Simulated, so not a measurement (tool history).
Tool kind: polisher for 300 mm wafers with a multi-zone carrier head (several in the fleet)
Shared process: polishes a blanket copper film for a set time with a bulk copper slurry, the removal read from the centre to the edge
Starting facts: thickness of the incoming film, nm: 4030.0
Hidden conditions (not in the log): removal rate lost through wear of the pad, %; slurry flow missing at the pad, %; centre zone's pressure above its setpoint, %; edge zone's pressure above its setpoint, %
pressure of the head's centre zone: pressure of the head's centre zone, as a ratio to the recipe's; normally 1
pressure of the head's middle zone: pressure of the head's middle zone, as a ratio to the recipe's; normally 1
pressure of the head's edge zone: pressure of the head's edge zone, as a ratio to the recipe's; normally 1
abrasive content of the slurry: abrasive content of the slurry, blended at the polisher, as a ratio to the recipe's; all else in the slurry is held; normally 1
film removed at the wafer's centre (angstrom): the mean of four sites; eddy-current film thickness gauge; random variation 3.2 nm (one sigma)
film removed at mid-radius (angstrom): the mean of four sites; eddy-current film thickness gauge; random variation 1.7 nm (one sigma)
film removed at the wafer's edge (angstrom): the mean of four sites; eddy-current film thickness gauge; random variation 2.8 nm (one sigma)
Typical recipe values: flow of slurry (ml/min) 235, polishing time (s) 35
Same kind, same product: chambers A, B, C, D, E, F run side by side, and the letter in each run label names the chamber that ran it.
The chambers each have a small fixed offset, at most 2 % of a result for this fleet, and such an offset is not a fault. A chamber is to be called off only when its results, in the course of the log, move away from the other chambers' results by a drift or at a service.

| run | hour | flow of slurry (ml/min) | pressure of the head's centre zone | pressure of the head's middle zone | pressure of the head's edge zone | abrasive content of the slurry | polishing time (s) | wafers polished on this pad | hours since the slurry nozzle was cleaned | hours since the centre zone pressure was calibrated | hours since the edge zone pressure was calibrated | film removed at the wafer's centre (angstrom) | film removed at mid-radius (angstrom) | film removed at the wafer's edge (angstrom) |
|---|---|---|---|---|---|---|---|---|---|---|---|---|---|---|
|  | 3.1 | chamber B: worn pad replaced by a new one |
| 1B | 3.7 | 235 | 1 | 1 | 1 | 1 | 35 | 9 | 9.6 | 85.9 | 129 | 2632.6 | 2639.1 | 2683.2 |
| 2C | 8.5 | 235 | 1 | 1 | 1 | 1 | 35 | 536 | 10.1 | 473 | 577.5 | 2644.6 | 2611.2 | 2634.1 |
|  | 10.7 | chamber C: worn pad replaced by a new one |
|  | 11.5 | chamber F: worn pad replaced by a new one |
| 3A | 14.5 | 235 | 1 | 1 | 1 | 1 | 35 | 517 | 533.2 | 94.8 | 539.9 | 2694.1 | 2634.5 | 2662.7 |
| 4D | 17.9 | 235 | 1 | 1 | 1 | 1 | 35 | 820 | 115.9 | 613.7 | 857.5 | 2672 | 2657.4 | 2611.3 |
|  | 22 | chamber E: centre zone pressure recalibrated |
| 5E | 22.4 | 235 | 1 | 1 | 1 | 1 | 35 | 512 | 25.6 | 0.4 | 965.4 | 2655.5 | 2658.3 | 2665.4 |
| 6F | 25.1 | 235 | 1 | 1 | 1 | 1 | 35 | 197 | 501.2 | 43.7 | 48.9 | 2621.9 | 2661.8 | 2568 |
| 7C | 30.1 | 235 | 1 | 1 | 1 | 1 | 35 | 281 | 31.7 | 494.6 | 599.1 | 2611.6 | 2638.4 | 2644.5 |
|  | 35.2 | chamber B: worn pad replaced by a new one |
| 8A | 35.7 | 235 | 1 | 1 | 1 | 1 | 35 | 824 | 554.4 | 116 | 561.1 | 2701.1 | 2686 | 2631.2 |
| 9B | 40.6 | 235 | 1 | 1 | 1 | 1 | 35 | 78 | 46.5 | 122.8 | 165.9 | 2649 | 2640.3 | 2649.1 |
|  | 42.2 | chamber E: worn pad replaced by a new one |
| 10D | 43.6 | 235 | 1 | 1 | 1 | 1 | 35 | 1193 | 141.6 | 639.4 | 883.2 | 2653.3 | 2673.2 | 2642.5 |
|  | 48.8 | chamber C: worn pad replaced by a new one |
| 11E | 49.1 | 235 | 1 | 1 | 1 | 1 | 35 | 100 | 52.3 | 27.1 | 992.1 | 2699.9 | 2623.4 | 2644.1 |
| 12F | 51.8 | 235 | 1 | 1 | 1 | 1.2 | 35 | 585 | 527.9 | 70.4 | 75.6 | 2760.4 | 2753.4 | 2701.4 |
|  | 54.4 | chamber F: worn pad replaced by a new one |
| 13A | 56.2 | 235 | 1 | 1 | 1 | 1.2 | 35 | 1122 | 574.9 | 136.5 | 581.6 | 2875.5 | 2787.4 | 2800.6 |
| 14C | 59.3 | 235 | 1 | 1 | 1 | 1.2 | 35 | 153 | 60.9 | 523.8 | 628.3 | 2817.4 | 2726.7 | 2743.4 |
|  | 59.8 | chamber D: worn pad replaced by a new one |
| 15D | 63.3 | 235 | 1 | 1 | 1 | 1.2 | 35 | 51 | 161.3 | 659.1 | 902.9 | 2744 | 2761.9 | 2725.8 |
| 16F | 67.4 | 235 | 1 | 1 | 1 | 1.2 | 35 | 189 | 543.5 | 86 | 91.2 | 2763.6 | 2759.2 | 2684.1 |
| 17B | 70.5 | 235 | 1 | 1 | 1 | 1.2 | 35 | 512 | 76.4 | 152.7 | 195.8 | 2727.1 | 2734.6 | 2769.7 |
| 18E | 75.2 | 235 | 1 | 1 | 1 | 1 | 35 | 478 | 78.4 | 53.2 | 1018.2 | 2716.2 | 2654.8 | 2667 |
|  | 78.2 | chamber B: worn pad replaced by a new one |
|  | 80.4 | chamber A: worn pad replaced by a new one |
| 19D | 80.5 | 235 | 1 | 1 | 1 | 1 | 35 | 300 | 178.5 | 676.3 | 920.1 | 2672.2 | 2639.1 | 2647.4 |
| 20C | 85.5 | 235 | 1 | 1.05 | 1 | 1 | 35 | 532 | 87.1 | 550 | 654.5 | 2639.6 | 2745.4 | 2637.7 |
|  | 88.1 | chamber E: worn pad replaced by a new one |
| 21E | 91.5 | 235 | 1 | 1.05 | 1 | 1 | 35 | 50 | 94.7 | 69.5 | 1034.5 | 2688.4 | 2759.9 | 2646.6 |
|  | 93.7 | chamber C: worn pad replaced by a new one |
| 22A | 94.7 | 235 | 1 | 1.05 | 1 | 1 | 35 | 208 | 613.4 | 175 | 620.1 | 2705.3 | 2785.9 | 2664.4 |
|  | 95.2 | chamber F: worn pad replaced by a new one |
| 23B | 99.1 | 235 | 1 | 1.05 | 1 | 1 | 35 | 303 | 105 | 181.3 | 224.4 | 2633.8 | 2782.9 | 2680.7 |
| 24F | 104.9 | 235 | 1 | 1.05 | 1 | 1 | 35 | 141 | 581 | 123.5 | 128.7 | 2673.8 | 2766.6 | 2580.3 |
| 25C | 111 | 235 | 1 | 1.05 | 1 | 1 | 35 | 251 | 112.6 | 575.5 | 680 | 2672.8 | 2770 | 2665 |
| 26F | 114.7 | 235 | 1 | 0.91 | 1 | 1 | 35 | 283 | 590.8 | 133.3 | 138.5 | 2732.8 | 2411.5 | 2590.4 |
|  | 118.2 | chamber B: worn pad replaced by a new one |
| 27D | 119.7 | 235 | 1 | 0.91 | 1 | 1 | 35 | 869 | 217.7 | 715.5 | 959.3 | 2622 | 2430.8 | 2635.5 |
| 28A | 123.3 | 235 | 1 | 0.91 | 1 | 1 | 35 | 623 | 642 | 203.6 | 648.7 | 2698.5 | 2447.3 | 2687.2 |
|  | 123.7 | chamber E: edge zone pressure recalibrated |
|  | 126.4 | chamber F: slurry nozzle cleaned |
| 29B | 127.4 | 235 | 1 | 0.91 | 1 | 1 | 35 | 134 | 133.3 | 209.6 | 252.7 | 2593.9 | 2447.5 | 2678.7 |
|  | 129.3 | chamber F: worn pad replaced by a new one |
| 30E | 131.1 | 235 | 1 | 0.91 | 1 | 1 | 35 | 624 | 134.3 | 109.1 | 7.5 | 2726.3 | 2424.3 | 2625.3 |
|  | 133.3 | chamber C: worn pad replaced by a new one |
| 31E | 136.6 | 235 | 1 | 0.91 | 1 | 1 | 35 | 704 | 139.8 | 114.6 | 13 | 2711.7 | 2401.2 | 2662.7 |
|  | 138 | chamber E: worn pad replaced by a new one |
| 32B | 139.7 | 235 | 1 | 1 | 1 | 1 | 35 | 312 | 145.6 | 221.9 | 265 | 2630 | 2661.1 | 2614.5 |
|  | 140.1 | chamber A: slurry nozzle cleaned |
| 33F | 144.9 | 235 | 1 | 1 | 1 | 1 | 35 | 227 | 18.5 | 163.5 | 168.7 | 2613.9 | 2667.2 | 2631.2 |
| 34C | 148.5 | 235 | 1 | 1 | 1 | 1 | 35 | 221 | 150.1 | 613 | 717.5 | 2672.4 | 2651.7 | 2634.8 |
|  | 150.6 | chamber D: worn pad replaced by a new one |
| 35A | 153.5 | 235 | 1.06 | 1.04 | 1 | 1 | 35 | 1061 | 13.4 | 233.8 | 678.9 | 2875.9 | 2775 | 2655.3 |
| 36D | 157.1 | 235 | 1.06 | 1.04 | 1 | 1 | 35 | 94 | 255.1 | 752.9 | 996.7 | 2792.4 | 2738.2 | 2666.2 |
|  | 160.4 | chamber B: worn pad replaced by a new one |
| 37B | 162.1 | 235 | 1.06 | 1.04 | 1 | 1 | 35 | 25 | 168 | 244.3 | 287.4 | 2877.6 | 2763.2 | 2638.5 |
|  | 162.7 | chamber F: worn pad replaced by a new one |
| 38E | 168.4 | 235 | 1.06 | 1.04 | 1 | 1 | 35 | 441 | 171.6 | 146.4 | 44.8 | 2907.4 | 2752.2 | 2634.2 |
| 39C | 173.1 | 235 | 1.06 | 1.04 | 1 | 1 | 35 | 577 | 174.7 | 637.6 | 742.1 | 2815.6 | 2767.5 | 2631.2 |
| 40A | 176.6 | 235 | 1.06 | 1.04 | 1 | 1 | 35 | 1396 | 36.5 | 256.9 | 702 | 2897.7 | 2789 | 2651.1 |
| 41D | 180.8 | 235 | 1 | 1.08 | 1 | 1 | 35 | 438 | 278.8 | 776.6 | 1020.4 | 2649.7 | 2823.3 | 2617.3 |
| 42F | 183.7 | 235 | 1 | 1.08 | 1 | 1 | 35 | 304 | 57.3 | 202.3 | 207.5 | 2634.9 | 2844.2 | 2575.6 |
|  | 187.5 | chamber E: worn pad replaced by a new one |
| 43E | 187.9 | 235 | 1 | 1.08 | 1 | 1 | 35 | 6 | 191.1 | 165.9 | 64.3 | 2636.8 | 2834.4 | 2647.9 |

Next, every chamber runs the same settings. What will each give?
| 44A | 192.4 | 235 | 1 | 1 | 1 | 1 | 35 |  |  |  |  | ? | ? | ? |
| 44B | 192.4 | 235 | 1 | 1 | 1 | 1 | 35 |  |  |  |  | ? | ? | ? |
| 44C | 192.4 | 235 | 1 | 1 | 1 | 1 | 35 |  |  |  |  | ? | ? | ? |
| 44D | 192.4 | 235 | 1 | 1 | 1 | 1 | 35 |  |  |  |  | ? | ? | ? |
| 44E | 192.4 | 235 | 1 | 1 | 1 | 1 | 35 |  |  |  |  | ? | ? | ? |
| 44F | 192.4 | 235 | 1 | 1 | 1 | 1 | 35 |  |  |  |  | ? | ? | ? |

| run | film removed at the wafer's centre (angstrom) | film removed at mid-radius (angstrom) | film removed at the wafer's edge (angstrom) |
|---|---|---|---|
| 44A | 2751.1 | 2673.1 | 2645.1 |
| 44B | 2692.9 | 2627.3 | 2585.6 |
| 44C | 2632.5 | 2622.6 | 2630.3 |
| 44D | 2681 | 2673.4 | 2604.1 |
| 44E | 2701.8 | 2651.4 | 2644.6 |
| 44F | 2590.9 | 2661.2 | 2589.8 |
